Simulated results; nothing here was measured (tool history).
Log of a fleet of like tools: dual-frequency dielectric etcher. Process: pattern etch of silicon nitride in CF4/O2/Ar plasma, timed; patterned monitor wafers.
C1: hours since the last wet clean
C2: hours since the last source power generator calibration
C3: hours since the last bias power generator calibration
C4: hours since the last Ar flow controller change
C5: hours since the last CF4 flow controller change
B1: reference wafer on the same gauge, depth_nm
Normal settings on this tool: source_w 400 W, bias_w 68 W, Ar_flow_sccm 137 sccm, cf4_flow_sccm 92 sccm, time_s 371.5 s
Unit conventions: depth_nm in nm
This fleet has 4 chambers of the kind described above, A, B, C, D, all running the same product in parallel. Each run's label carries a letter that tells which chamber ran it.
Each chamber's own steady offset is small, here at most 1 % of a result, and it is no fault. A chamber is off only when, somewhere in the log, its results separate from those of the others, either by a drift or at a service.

run 1C hour=6.0 | source_w=400 bias_w=68 Ar_flow_sccm=137 cf4_flow_sccm=92 time_s=371.5 | C1=69.1 C2=97.2 C3=4399.6 C4=2725.6 C5=1565.0 | B1=520.56 | depth_nm=622.08
-- hour=6.6 chamber B: wet clean of the chamber
run 2A hour=10.1 | source_w=400 bias_w=68 Ar_flow_sccm=137 cf4_flow_sccm=92 time_s=371.5 | C1=120.1 C2=27.7 C3=245.0 C4=1383.8 C5=872.3 | B1=520.63 | depth_nm=623.30
run 3D hour=17.9 | source_w=400 bias_w=68 Ar_flow_sccm=137 cf4_flow_sccm=92 time_s=371.5 | C1=228.0 C2=785.1 C3=2103.6 C4=104.2 C5=3783.9 | B1=519.83 | depth_nm=617.81
run 4B hour=26.3 | source_w=400 bias_w=68 Ar_flow_sccm=137 cf4_flow_sccm=92 time_s=371.5 | C1=19.8 C2=1085.0 C3=117.6 C4=1378.2 C5=807.7 | B1=519.13 | depth_nm=624.94
run 5C hour=34.4 | source_w=400 bias_w=68 Ar_flow_sccm=148 cf4_flow_sccm=92 time_s=289.5 | C1=97.5 C2=125.6 C3=4428.0 C4=2754.0 C5=1593.4 | B1=519.30 | depth_nm=484.03
run 6D hour=42.1 | source_w=400 bias_w=68 Ar_flow_sccm=148 cf4_flow_sccm=92 time_s=289.5 | C1=252.2 C2=809.3 C3=2127.8 C4=128.4 C5=3808.1 | B1=520.93 | depth_nm=484.89
run 7B hour=48.2 | source_w=400 bias_w=68 Ar_flow_sccm=148 cf4_flow_sccm=92 time_s=289.5 | C1=41.7 C2=1106.9 C3=139.5 C4=1400.1 C5=829.6 | B1=520.76 | depth_nm=485.90
run 8A hour=52.2 | source_w=400 bias_w=68 Ar_flow_sccm=148 cf4_flow_sccm=92 time_s=289.5 | C1=162.2 C2=69.8 C3=287.1 C4=1425.9 C5=914.4 | B1=519.74 | depth_nm=488.43
run 9C hour=56.9 | source_w=400 bias_w=68 Ar_flow_sccm=137 cf4_flow_sccm=92 time_s=371.5 | C1=120.0 C2=148.1 C3=4450.5 C4=2776.5 C5=1615.9 | B1=520.32 | depth_nm=626.06
run 10A hour=61.2 | source_w=400 bias_w=68 Ar_flow_sccm=137 cf4_flow_sccm=92 time_s=371.5 | C1=171.2 C2=78.8 C3=296.1 C4=1434.9 C5=923.4 | B1=520.28 | depth_nm=625.06
run 11B hour=68.5 | source_w=400 bias_w=68 Ar_flow_sccm=137 cf4_flow_sccm=92 time_s=371.5 | C1=62.0 C2=1127.2 C3=159.8 C4=1420.4 C5=849.9 | B1=520.01 | depth_nm=622.04
run 12D hour=75.9 | source_w=400 bias_w=68 Ar_flow_sccm=137 cf4_flow_sccm=92 time_s=371.5 | C1=286.0 C2=843.1 C3=2161.6 C4=162.2 C5=3841.9 | B1=520.82 | depth_nm=626.20
run 13D hour=84.6 | source_w=400 bias_w=68 Ar_flow_sccm=137 cf4_flow_sccm=92 time_s=371.5 | C1=294.7 C2=851.8 C3=2170.3 C4=170.9 C5=3850.6 | B1=519.57 | depth_nm=621.98
run 14A hour=90.2 | source_w=400 bias_w=68 Ar_flow_sccm=137 cf4_flow_sccm=92 time_s=371.5 | C1=200.2 C2=107.8 C3=325.1 C4=1463.9 C5=952.4 | B1=520.45 | depth_nm=626.25
run 15C hour=95.3 | source_w=400 bias_w=68 Ar_flow_sccm=137 cf4_flow_sccm=92 time_s=371.5 | C1=158.4 C2=186.5 C3=4488.9 C4=2814.9 C5=1654.3 | B1=520.11 | depth_nm=625.09
run 16B hour=101.3 | source_w=400 bias_w=68 Ar_flow_sccm=137 cf4_flow_sccm=92 time_s=371.5 | C1=94.8 C2=1160.0 C3=192.6 C4=1453.2 C5=882.7 | B1=519.69 | depth_nm=628.98
run 17C hour=105.1 | source_w=400 bias_w=68 Ar_flow_sccm=137 cf4_flow_sccm=92 time_s=371.5 | C1=168.2 C2=196.3 C3=4498.7 C4=2824.7 C5=1664.1 | B1=520.42 | depth_nm=628.05
run 18A hour=111.9 | source_w=330 bias_w=68 Ar_flow_sccm=137 cf4_flow_sccm=92 time_s=371.5 | C1=221.9 C2=129.5 C3=346.8 C4=1485.6 C5=974.1 | B1=520.06 | depth_nm=527.79
run 19D hour=119.0 | source_w=330 bias_w=68 Ar_flow_sccm=137 cf4_flow_sccm=92 time_s=371.5 | C1=329.1 C2=886.2 C3=2204.7 C4=205.3 C5=3885.0 | B1=520.58 | depth_nm=528.67
run 20B hour=124.7 | source_w=330 bias_w=68 Ar_flow_sccm=137 cf4_flow_sccm=92 time_s=371.5 | C1=118.2 C2=1183.4 C3=216.0 C4=1476.6 C5=906.1 | B1=519.56 | depth_nm=531.87
run 21C hour=129.0 | source_w=330 bias_w=68 Ar_flow_sccm=137 cf4_flow_sccm=92 time_s=371.5 | C1=192.1 C2=220.2 C3=4522.6 C4=2848.6 C5=1688.0 | B1=519.55 | depth_nm=525.87
run 22D hour=135.9 | source_w=400 bias_w=68 Ar_flow_sccm=137 cf4_flow_sccm=92 time_s=371.5 | C1=346.0 C2=903.1 C3=2221.6 C4=222.2 C5=3901.9 | B1=520.40 | depth_nm=621.09
run 23B hour=140.2 | source_w=400 bias_w=68 Ar_flow_sccm=137 cf4_flow_sccm=92 time_s=371.5 | C1=133.7 C2=1198.9 C3=231.5 C4=1492.1 C5=921.6 | B1=521.33 | depth_nm=639.77
run 24A hour=148.6 | source_w=400 bias_w=68 Ar_flow_sccm=137 cf4_flow_sccm=92 time_s=371.5 | C1=258.6 C2=166.2 C3=383.5 C4=1522.3 C5=1010.8 | B1=520.52 | depth_nm=624.37
run 25A hour=153.7 | source_w=430 bias_w=60 Ar_flow_sccm=137 cf4_flow_sccm=92 time_s=371.5 | C1=263.7 C2=171.3 C3=388.6 C4=1527.4 C5=1015.9 | B1=519.60 | depth_nm=633.47
run 26B hour=157.8 | source_w=430 bias_w=60 Ar_flow_sccm=137 cf4_flow_sccm=92 time_s=371.5 | C1=151.3 C2=1216.5 C3=249.1 C4=1509.7 C5=939.2 | B1=519.37 | depth_nm=649.78
run 27D hour=162.0 | source_w=430 bias_w=60 Ar_flow_sccm=137 cf4_flow_sccm=92 time_s=371.5 | C1=372.1 C2=929.2 C3=2247.7 C4=248.3 C5=3928.0 | B1=519.32 | depth_nm=629.30
run 28C hour=169.3 | source_w=430 bias_w=60 Ar_flow_sccm=137 cf4_flow_sccm=92 time_s=371.5 | C1=232.4 C2=260.5 C3=4562.9 C4=2888.9 C5=1728.3 | B1=520.67 | depth_nm=631.22
run 29A hour=175.8 | source_w=400 bias_w=68 Ar_flow_sccm=137 cf4_flow_sccm=92 time_s=371.5 | C1=285.8 C2=193.4 C3=410.7 C4=1549.5 C5=1038.0 | B1=520.08 | depth_nm=625.70
run 30C hour=181.7 | source_w=400 bias_w=68 Ar_flow_sccm=137 cf4_flow_sccm=92 time_s=371.5 | C1=244.8 C2=272.9 C3=4575.3 C4=2901.3 C5=1740.7 | B1=519.79 | depth_nm=630.73
run 31D hour=185.5 | source_w=400 bias_w=68 Ar_flow_sccm=137 cf4_flow_sccm=92 time_s=371.5 | C1=395.6 C2=952.7 C3=2271.2 C4=271.8 C5=3951.5 | B1=519.91 | depth_nm=619.01
run 32B hour=191.3 | source_w=480 bias_w=62 Ar_flow_sccm=137 cf4_flow_sccm=92 time_s=371.5 | C1=184.8 C2=1250.0 C3=282.6 C4=1543.2 C5=972.7 | B1=519.37 | depth_nm=721.48

One chamber off, gauge drift, or nothing amiss beyond the chambers' own small offsets? If it is a chamber, which one, and what is the likeliest cause?

It is chamber B that slowly wanders off from its peers.
What lies behind it: source power that arrives over what is set, % = 5.
The log may not tell that from: etch rate over this chamber's usual, %.

Below are 4 candidate recipes for chamber B's next run, each the usual settings with a change, their results shown as question marks. Which of them brings B's results back in line with what the other chambers give on the usual settings?
To be in line, a result may differ from the other chambers' mean on the usual settings by at most: depth_nm 15.00 nm
run 33B-1 hour=197.7 | source_w=410 bias_w=69 Ar_flow_sccm=136 cf4_flow_sccm=92 time_s=390.0 | depth_nm=?
run 33B-2 hour=197.7 | source_w=400 bias_w=68 Ar_flow_sccm=138 cf4_flow_sccm=91 time_s=341.5 | depth_nm=?
run 33B-3 hour=197.7 | source_w=400 bias_w=68 Ar_flow_sccm=137 cf4_flow_sccm=122 time_s=371.5 | depth_nm=?
run 33B-4 hour=197.7 | source_w=380 bias_w=68 Ar_flow_sccm=138 cf4_flow_sccm=92 time_s=371.5 | depth_nm=?

Mean of the other chambers on the usual settings: depth_nm 624.45 nm
run=33B-1 depth_nm=702.21
run=33B-2 depth_nm=596.61
run=33B-3 depth_nm=671.84
run=33B-4 depth_nm=622.18
The answer is 33B-4, which returns the chamber to within the allowed miss of the others.
